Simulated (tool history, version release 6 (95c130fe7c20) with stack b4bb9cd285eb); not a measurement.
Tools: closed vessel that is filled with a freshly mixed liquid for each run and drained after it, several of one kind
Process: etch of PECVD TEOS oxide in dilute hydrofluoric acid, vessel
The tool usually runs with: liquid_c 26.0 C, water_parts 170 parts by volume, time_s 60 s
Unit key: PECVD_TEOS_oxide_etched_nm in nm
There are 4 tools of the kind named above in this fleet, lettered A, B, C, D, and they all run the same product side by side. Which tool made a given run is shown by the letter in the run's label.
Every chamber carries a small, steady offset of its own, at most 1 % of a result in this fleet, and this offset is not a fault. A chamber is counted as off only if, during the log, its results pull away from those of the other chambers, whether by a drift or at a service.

run,hour,liquid_c,water_parts,time_s,hours since the thermometer was replaced,hours since the hydrofluoric acid flow meter was replaced,"read-back film thickness of the PECVD TEOS oxide reference wafer, read on the same gauge (nm)",PECVD_TEOS_oxide_etched_nm
1B,12.0,26.0,170,60,684.4,175.8,30.007,5.3373
2D,25.0,26.0,170,60,2026.9,443.3,30.048,5.2250
3A,36.0,26.0,170,60,721.3,646.1,29.981,5.2877
4C,45.4,26.0,170,60,1672.3,294.8,30.018,5.2808
5A,54.1,26.0,170,60,739.4,664.2,30.018,5.2102
6C,61.2,26.0,170,60,1688.1,310.6,30.006,5.2718
7B,73.4,30.0,115,60,745.8,237.2,29.986,9.7207
8D,81.7,30.0,115,60,2083.6,500.0,29.991,9.7813
9B,92.5,30.0,115,60,764.9,256.3,29.982,9.6882
10C,99.6,30.0,115,60,1726.5,349.0,29.999,9.8344
11A,111.4,26.0,170,60,796.7,721.5,29.958,5.2615
12D,120.6,26.0,170,60,2122.5,538.9,29.985,5.2366
13C,131.9,26.0,170,60,1758.8,381.3,30.048,5.3270
14A,143.1,26.0,130,60,828.4,753.2,29.992,7.2020
15D,155.6,26.0,130,60,2157.5,573.9,30.008,7.2690
16B,162.2,26.0,130,60,834.6,326.0,30.040,7.2698
17A,174.2,26.0,130,60,859.5,784.3,30.019,7.0424
18C,185.9,26.0,170,60,1812.8,435.3,30.002,5.2730
19B,195.4,26.0,170,60,867.8,359.2,29.976,5.2759
20D,207.3,26.0,170,60,2209.2,625.6,30.012,5.1843
21C,215.1,26.0,170,60,1842.0,464.5,30.035,5.3504
22B,221.9,26.0,170,60,894.3,385.7,29.981,5.2512
23A,233.7,26.0,170,60,919.0,843.8,29.965,5.0692
24D,241.7,26.0,170,60,2243.6,660.0,30.019,5.3014
25C,254.0,26.0,170,60,1880.9,503.4,29.986,5.2549
26D,265.7,23.0,170,30,2267.6,684.0,29.929,2.3613
27B,276.5,23.0,170,30,948.9,440.3,30.031,2.3488
28A,287.0,23.0,170,30,972.3,897.1,30.037,2.2356
29A,297.6,23.0,170,30,982.9,907.7,29.960,2.2366
30B,303.8,26.0,170,60,976.2,467.6,29.993,5.3095
31C,314.3,26.0,170,60,1941.2,563.7,29.998,5.2005
32D,322.2,26.0,120,60,2324.1,740.5,29.994,7.9404
33B,331.4,26.0,120,60,1003.8,495.2,30.016,7.9528
34C,338.7,26.0,120,60,1965.6,588.1,30.007,8.0304
35A,348.0,26.0,120,60,1033.3,958.1,30.029,7.4923
36D,358.9,24.5,170,80,2360.8,777.2,30.008,6.6819
37A,367.3,24.5,170,80,1052.6,977.4,29.987,6.2660
38D,375.7,24.5,170,80,2377.6,794.0,29.998,6.6809

Next, every chamber runs the same settings. What will each give?
39A,385.1,26.0,170,60,,,,?
39B,385.1,26.0,170,60,,,,?
39C,385.1,26.0,170,60,,,,?
39D,385.1,26.0,170,60,,,,?

run,PECVD_TEOS_oxide_etched_nm
39A,4.9459
39B,5.1688
39C,5.3187
39D,5.2803

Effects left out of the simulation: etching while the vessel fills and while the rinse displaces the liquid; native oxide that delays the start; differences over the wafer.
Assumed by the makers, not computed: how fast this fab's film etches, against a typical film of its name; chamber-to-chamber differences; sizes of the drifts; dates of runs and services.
